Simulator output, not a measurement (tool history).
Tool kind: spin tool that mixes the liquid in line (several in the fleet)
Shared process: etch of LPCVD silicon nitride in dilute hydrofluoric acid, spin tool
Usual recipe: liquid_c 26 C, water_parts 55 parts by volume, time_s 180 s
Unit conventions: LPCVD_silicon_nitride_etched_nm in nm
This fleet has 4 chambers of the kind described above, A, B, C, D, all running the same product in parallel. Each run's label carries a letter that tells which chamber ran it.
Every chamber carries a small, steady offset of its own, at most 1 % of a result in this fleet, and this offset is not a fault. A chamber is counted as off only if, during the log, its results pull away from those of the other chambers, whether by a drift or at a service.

run,hour,liquid_c,water_parts,time_s,"read-back film thickness of the LPCVD silicon nitride reference wafer, read on the same gauge (nm)",LPCVD_silicon_nitride_etched_nm
1C,3.0,26,55,180,49.987,1.7284
2A,6.4,26,55,180,50.015,1.7980
3D,9.0,26,55,180,49.978,1.7229
4B,11.6,26,55,180,50.001,1.7521
5B,15.7,26,55,180,49.989,1.7431
6D,18.7,26,55,180,49.976,1.7661
7C,22.3,26,55,180,50.004,1.7098
8A,26.4,26,55,180,49.992,1.7435
9A,28.7,26,55,180,50.008,1.7876
10D,31.0,26,55,225,50.004,2.2140
# hour 32.7: chamber D: thermometer replaced
11B,33.4,26,55,225,49.995,2.1644
12C,37.4,26,55,225,50.012,2.1293
13B,40.5,26,55,225,49.980,2.2807
14D,42.8,26,55,180,50.010,1.8036
15C,45.2,26,55,180,49.990,1.6227
16A,48.5,26,55,180,49.979,1.6972
17D,51.3,26,55,180,49.990,1.7430
18A,53.8,26,55,180,49.988,1.7814
19C,56.7,21,55,230,49.993,1.4444
20B,60.1,21,55,230,50.004,1.6024
21B,62.6,21,55,230,50.008,1.5869
22A,66.7,21,55,230,50.013,1.5937
23D,70.2,26,55,180,50.004,1.7299
24C,72.6,26,35,225,49.993,2.9526

Each of the 4 chambers runs these same settings next. Fill in every chamber's results:
25A,75.6,26,55,220,,?
25B,75.6,26,55,220,,?
25C,75.6,26,55,220,,?
25D,75.6,26,55,220,,?

run,LPCVD_silicon_nitride_etched_nm
25A,2.1724
25B,2.1605
25C,1.8105
25D,2.1715
